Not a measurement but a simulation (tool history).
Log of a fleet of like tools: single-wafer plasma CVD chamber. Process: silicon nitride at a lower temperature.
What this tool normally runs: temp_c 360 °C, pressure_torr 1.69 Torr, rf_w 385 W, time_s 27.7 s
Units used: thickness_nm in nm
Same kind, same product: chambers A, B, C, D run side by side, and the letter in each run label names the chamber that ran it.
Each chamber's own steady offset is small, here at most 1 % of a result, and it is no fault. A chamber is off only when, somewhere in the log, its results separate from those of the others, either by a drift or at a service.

run,hour,temp_c,pressure_torr,rf_w,time_s,hours since the last thermocouple change,hours since the last RF generator calibration,hours since the last manometer calibration,"read-back reference wafer on the same gauge, thickness_nm",thickness_nm
1B,6.5,360,1.69,385,27.7,1268.9,1272.4,864.9,35.599,38.629
2A,14.4,360,1.69,385,27.7,1424.5,113.5,262.1,35.579,38.536
3D,21.3,360,1.69,385,27.7,282.7,1593.6,401.1,35.594,38.785
4C,26.6,360,1.69,385,27.7,605.1,746.1,747.7,35.606,38.692
5D,35.7,360,2.01,420,27.7,297.1,1608.0,415.5,35.590,42.665
# hour 40.8: chamber D: RF generator calibrated
6C,41.0,360,2.01,420,27.7,619.5,760.5,762.1,35.613,42.757
7B,46.7,360,2.01,420,27.7,1309.1,1312.6,905.1,35.593,42.647
8A,52.8,360,2.01,420,27.7,1462.9,151.9,300.5,35.594,42.441
9C,56.8,360,1.69,385,27.7,635.3,776.3,777.9,35.596,38.604
10A,62.7,360,1.69,385,27.7,1472.8,161.8,310.4,35.610,38.474
11B,69.3,360,1.69,385,27.7,1331.7,1335.2,927.7,35.583,38.695
12D,74.1,360,1.69,385,27.7,335.5,33.3,453.9,35.598,38.660
13D,82.1,360,1.69,385,29.8,343.5,41.3,461.9,35.589,41.511
14C,88.5,360,1.69,385,29.8,667.0,808.0,809.6,35.594,41.467
15B,94.8,360,1.69,385,29.8,1357.2,1360.7,953.2,35.595,41.617
16A,101.2,360,1.69,385,29.8,1511.3,200.3,348.9,35.620,41.408
17B,107.4,360,1.69,385,27.7,1369.8,1373.3,965.8,35.600,38.761
18D,112.9,360,1.69,385,27.7,374.3,72.1,492.7,35.615,38.810
19A,117.4,360,1.69,350,27.7,1527.5,216.5,365.1,35.584,36.240
# hour 117.7: chamber B: capacitance manometer re-zeroed and calibrated
20C,122.7,360,1.69,350,27.7,701.2,842.2,843.8,35.604,36.356
21B,130.1,360,1.69,350,27.7,1392.5,1396.0,12.4,35.603,37.023
22C,138.5,360,1.69,350,27.7,717.0,858.0,859.6,35.602,36.260
23A,146.3,360,1.69,385,27.7,1556.4,245.4,394.0,35.577,38.494
24D,152.8,360,1.30,385,27.7,414.2,112.0,532.6,35.606,36.049
25B,159.3,360,1.30,385,27.7,1421.7,1425.2,41.6,35.593,36.548
26A,168.0,360,1.30,385,27.7,1578.1,267.1,415.7,35.577,35.692
27C,173.6,360,1.30,385,27.7,752.1,893.1,894.7,35.621,35.762
28D,180.2,360,1.69,385,27.7,441.6,139.4,560.0,35.589,38.901
29B,185.6,360,1.69,385,27.7,1448.0,1451.5,67.9,35.585,39.274
30D,190.1,360,1.69,440,27.7,451.5,149.3,569.9,35.610,41.967
31A,196.1,360,1.69,440,27.7,1606.2,295.2,443.8,35.598,41.631
32C,200.4,360,1.69,440,27.7,778.9,919.9,921.5,35.593,41.882
33C,207.4,360,1.69,440,27.7,785.9,926.9,928.5,35.602,41.764
34B,212.3,360,1.69,385,27.7,1474.7,1478.2,94.6,35.576,39.465
35A,220.1,360,1.69,385,27.7,1630.2,319.2,467.8,35.599,38.681
36D,226.6,360,1.69,385,27.7,488.0,185.8,606.4,35.575,38.626
37B,234.5,360,1.69,385,27.7,1496.9,1500.4,116.8,35.612,39.071
38C,242.3,360,1.30,435,27.7,820.8,961.8,963.4,35.609,38.591

All chambers now run identical settings, listed one chamber a line with results as question marks. What results will each chamber show?
39A,249.0,360,1.69,385,27.7,,,,,?
39B,249.0,360,1.69,385,27.7,,,,,?
39C,249.0,360,1.69,385,27.7,,,,,?
39D,249.0,360,1.69,385,27.7,,,,,?

run,thickness_nm
39A,38.481
39B,39.244
39C,38.585
39D,38.626
